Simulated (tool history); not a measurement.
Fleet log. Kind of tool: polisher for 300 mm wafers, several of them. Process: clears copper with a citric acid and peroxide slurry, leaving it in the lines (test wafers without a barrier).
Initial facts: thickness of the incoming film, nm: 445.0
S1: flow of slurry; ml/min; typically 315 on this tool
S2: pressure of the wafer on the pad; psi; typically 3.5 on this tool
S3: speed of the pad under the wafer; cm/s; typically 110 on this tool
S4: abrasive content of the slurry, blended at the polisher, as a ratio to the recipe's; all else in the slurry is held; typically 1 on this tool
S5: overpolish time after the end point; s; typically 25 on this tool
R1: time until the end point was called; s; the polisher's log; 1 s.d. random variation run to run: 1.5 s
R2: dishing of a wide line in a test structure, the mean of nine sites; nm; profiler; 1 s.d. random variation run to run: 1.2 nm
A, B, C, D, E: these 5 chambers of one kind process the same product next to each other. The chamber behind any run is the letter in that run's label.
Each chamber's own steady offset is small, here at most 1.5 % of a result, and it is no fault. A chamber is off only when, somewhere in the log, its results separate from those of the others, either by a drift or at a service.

At day 0.083: chamber C: worn pad replaced by a new one.
At day 0.308: chamber B: slurry blender recalibrated.
Run 1C, day 0.383: usual settings. Result: R1 143.61 s, R2 47.808 nm.
Run 2E, day 0.738: usual settings. Result: R1 147.45 s, R2 47.061 nm.
At day 0.846: chamber E: slurry blender recalibrated.
Run 3D, day 1.100: usual settings. Result: R1 145.75 s, R2 49.812 nm.
At day 1.267: chamber C: slurry blender recalibrated.
Run 4B, day 1.350: usual settings. Result: R1 147.88 s, R2 46.153 nm.
Run 5A, day 1.592: usual settings. Result: R1 144.80 s, R2 48.485 nm.
Run 6D, day 1.888: usual settings. Result: R1 150.12 s, R2 46.821 nm.
Run 7B, day 2.338: usual settings. Result: R1 144.21 s, R2 48.299 nm.
Run 8A, day 2.758: usual settings. Result: R1 145.84 s, R2 45.412 nm.
At day 2.983: chamber E: worn pad replaced by a new one.
Run 9E, day 3.204: usual settings. Result: R1 149.22 s, R2 47.616 nm.
Run 10C, day 3.512: usual settings but S3 134 cm/s. Result: R1 117.29 s, R2 51.536 nm.
At day 3.546: chamber D: worn pad replaced by a new one.
At day 3.767: chamber D: slurry blender recalibrated.
At day 3.854: chamber D: slurry nozzle cleaned.
Run 11E, day 3.967: usual settings but S3 134 cm/s. Result: R1 120.62 s, R2 52.286 nm.
Run 12D, day 4.304: usual settings but S3 134 cm/s. Result: R1 120.89 s, R2 56.908 nm.
Run 13C, day 4.638: usual settings but S3 134 cm/s. Result: R1 118.11 s, R2 53.174 nm.
Run 14A, day 4.992: usual settings but S3 134 cm/s. Result: R1 122.25 s, R2 53.835 nm.
Run 15B, day 5.325: usual settings. Result: R1 145.57 s, R2 45.518 nm.
Run 16A, day 5.546: usual settings. Result: R1 146.69 s, R2 45.249 nm.
At day 5.629: chamber A: worn pad replaced by a new one.
Run 17C, day 5.762: usual settings. Result: R1 144.68 s, R2 45.541 nm.
Run 18E, day 6.042: usual settings. Result: R1 147.80 s, R2 47.918 nm.
Run 19D, day 6.375: usual settings. Result: R1 144.94 s, R2 47.832 nm.
Run 20B, day 6.771: usual settings. Result: R1 147.58 s, R2 47.039 nm.
Run 21D, day 7.167: usual settings. Result: R1 146.76 s, R2 47.768 nm.
Run 22C, day 7.521: usual settings. Result: R1 147.27 s, R2 46.654 nm.
Run 23B, day 7.962: usual settings but S1 225 ml/min. Result: R1 153.53 s, R2 44.391 nm.
At day 8.179: chamber D: worn pad replaced by a new one.
At day 8.183: chamber C: worn pad replaced by a new one.
Run 24E, day 8.225: usual settings but S1 225 ml/min. Result: R1 151.04 s, R2 43.493 nm.
Run 25A, day 8.496: usual settings but S1 225 ml/min. Result: R1 157.44 s, R2 43.211 nm.
At day 8.671: chamber E: worn pad replaced by a new one.
Run 26D, day 8.825: usual settings but S1 225 ml/min. Result: R1 153.47 s, R2 44.880 nm.
Run 27A, day 9.262: usual settings but S1 225 ml/min. Result: R1 163.75 s, R2 41.863 nm.
Run 28C, day 9.538: usual settings. Result: R1 143.93 s, R2 44.465 nm.
Run 29B, day 9.796: usual settings. Result: R1 147.32 s, R2 46.285 nm.
Run 30E, day 10.033: usual settings. Result: R1 147.65 s, R2 47.370 nm.
Run 31A, day 10.308: usual settings. Result: R1 156.01 s, R2 44.265 nm.
Run 32D, day 10.517: usual settings. Result: R1 146.38 s, R2 47.837 nm.

All chambers now run identical settings, listed one chamber a line with results as question marks. What results will each chamber show?
Run 33A, day 10.862: usual settings but S2 4.7 psi. Result: R1 ?, R2 ?.
Run 33B, day 10.862: usual settings but S2 4.7 psi. Result: R1 ?, R2 ?.
Run 33C, day 10.862: usual settings but S2 4.7 psi. Result: R1 ?, R2 ?.
Run 33D, day 10.862: usual settings but S2 4.7 psi. Result: R1 ?, R2 ?.
Run 33E, day 10.862: usual settings but S2 4.7 psi. Result: R1 ?, R2 ?.

run      R1      R2
33A  118.27  56.512
33B  109.23  60.531
33C  108.36  55.035
33D  109.48  58.628
33E  108.93  58.846
